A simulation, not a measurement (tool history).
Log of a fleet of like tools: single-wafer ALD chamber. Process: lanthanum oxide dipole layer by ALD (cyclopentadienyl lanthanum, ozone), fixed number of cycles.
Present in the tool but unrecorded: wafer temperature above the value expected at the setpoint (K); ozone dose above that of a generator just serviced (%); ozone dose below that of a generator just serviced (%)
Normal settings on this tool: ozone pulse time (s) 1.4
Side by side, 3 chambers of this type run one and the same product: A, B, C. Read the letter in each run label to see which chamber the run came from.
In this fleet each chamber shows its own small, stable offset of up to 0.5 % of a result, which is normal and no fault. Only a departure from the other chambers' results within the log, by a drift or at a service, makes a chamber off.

run	hour	ozone pulse time (s)	hours since the last thermocouple change	hours since the last ozone generator service	read-back reference wafer on the same gauge, thickness_nm	mean film thickness on the monitor wafer (Å)
1C	7.4	1.4	897	385.9	0.64981	5.3971
2A	15	1.4	370.6	714.2	0.6496	5.4411
3B	26.6	1.4	1183.1	27.7	0.64974	5.4595
4B	34.1	1.4	1190.6	35.2	0.64912	5.4525
5A	44.9	1.86	400.5	744.1	0.64903	5.6414
6C	52.6	1.86	942.2	431.1	0.64872	5.6101
7C	65	1.86	954.6	443.5	0.64861	5.6048
# hour 72.2: chamber B: thermocouple changed; heater temperature recalibrated
8B	73.1	1.4	0.9	74.2	0.64866	5.4349
9A	83.8	1.4	439.4	783	0.64812	5.4235
10A	91	1.15	446.6	790.2	0.6479	5.1958
11C	102.4	1.15	992	480.9	0.64794	5.1529
12B	108.1	1.15	35.9	109.2	0.6478	5.2074
13C	114.9	1.4	1004.5	493.4	0.64744	5.3908
14A	123.5	0.93	479.1	822.7	0.64702	4.8455
15B	133.2	0.93	61	134.3	0.64689	4.8706
# hour 134.4: chamber A: ozone generator serviced
16B	144	0.93	71.8	145.1	0.64685	4.8849
17C	154.6	1.4	1044.2	533.1	0.64659	5.388
18A	167	1.88	522.6	32.7	0.64631	5.6275
19A	173.7	1.88	529.3	39.4	0.64599	5.6152
20B	180.2	1.88	108	181.3	0.64605	5.6175

Has any chamber moved away from the others, gradually or after a service, or does the common gauge drift, or do the chambers differ only by their own small steady offsets? State the chamber and the most likely cause if one applies.

It is the gauge, not a chamber: its drift shows up in every chamber's results at once, and no chamber is off.
Most likely cause: gauge reads low (%) = 0.661.

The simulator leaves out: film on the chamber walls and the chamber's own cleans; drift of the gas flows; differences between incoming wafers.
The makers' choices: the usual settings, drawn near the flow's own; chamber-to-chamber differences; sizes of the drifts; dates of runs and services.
